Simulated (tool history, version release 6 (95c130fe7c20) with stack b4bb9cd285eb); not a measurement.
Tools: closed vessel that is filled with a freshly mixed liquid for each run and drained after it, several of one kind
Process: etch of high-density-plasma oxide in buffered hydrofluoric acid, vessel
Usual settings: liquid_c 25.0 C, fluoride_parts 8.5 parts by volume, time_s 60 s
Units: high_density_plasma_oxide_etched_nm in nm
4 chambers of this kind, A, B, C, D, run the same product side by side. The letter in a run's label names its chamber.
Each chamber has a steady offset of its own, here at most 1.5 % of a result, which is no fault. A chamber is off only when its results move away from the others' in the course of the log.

run	hour	liquid_c	fluoride_parts	time_s	hours since the thermometer was replaced	hours since the hydrofluoric acid flow meter was replaced	read-back film thickness of the high-density-plasma oxide reference wafer, read on the same gauge (nm)	high_density_plasma_oxide_etched_nm
1D	7.1	25.0	8.5	60	1707.2	71.8	119.98	103.500
2A	14.0	25.0	8.5	60	1245.1	669.4	120.00	106.930
3B	20.6	25.0	8.5	60	1685.4	39.9	120.00	106.100
4C	27.8	25.0	8.5	60	693.0	1498.5	120.00	104.610
5C	34.1	25.0	8.5	60	699.3	1504.8	120.00	104.780
6A	40.3	23.0	6.0	60	1271.4	695.7	120.00	133.300
7D	47.4	23.0	6.0	60	1747.5	112.1	119.98	135.180
8B	56.3	23.0	6.0	60	1721.1	75.6	120.00	132.530
9D	63.5	23.0	6.0	60	1763.6	128.2	120.03	134.920
10B	73.7	25.0	8.5	60	1738.5	93.0	119.99	106.830
11A	81.2	25.0	8.5	60	1312.3	736.6	119.99	107.760
12C	86.3	25.0	8.5	60	751.5	1557.0	119.96	104.090
13C	93.0	25.0	8.5	60	758.2	1563.7	119.98	103.440
14A	99.7	20.5	6.5	60	1330.8	755.1	119.97	107.080
15D	107.9	20.5	6.5	60	1808.0	172.6	119.98	109.850
16B	112.9	20.5	6.5	60	1777.7	132.2	120.00	106.400
17B	122.3	20.5	6.5	60	1787.1	141.6	120.02	108.670
18D	126.9	25.0	8.5	60	1827.0	191.6	119.96	105.660
19A	135.8	25.0	8.5	60	1366.9	791.2	119.96	106.140
20C	140.5	25.0	11.5	60	805.7	1611.2	119.98	80.723
21A	145.0	25.0	11.5	60	1376.1	800.4	120.00	81.218
22D	149.6	25.0	11.5	60	1849.7	214.3	119.98	80.801
23B	158.7	25.0	11.5	60	1823.5	178.0	119.99	80.332
24C	166.9	25.0	8.5	60	832.1	1637.6	119.99	104.320

Is one chamber off against the others, does the gauge drift, or is nothing wrong? If a chamber is off, say which, and what the likeliest cause is.

No chamber stands off beyond its own small offset, and the gauge holds steady.

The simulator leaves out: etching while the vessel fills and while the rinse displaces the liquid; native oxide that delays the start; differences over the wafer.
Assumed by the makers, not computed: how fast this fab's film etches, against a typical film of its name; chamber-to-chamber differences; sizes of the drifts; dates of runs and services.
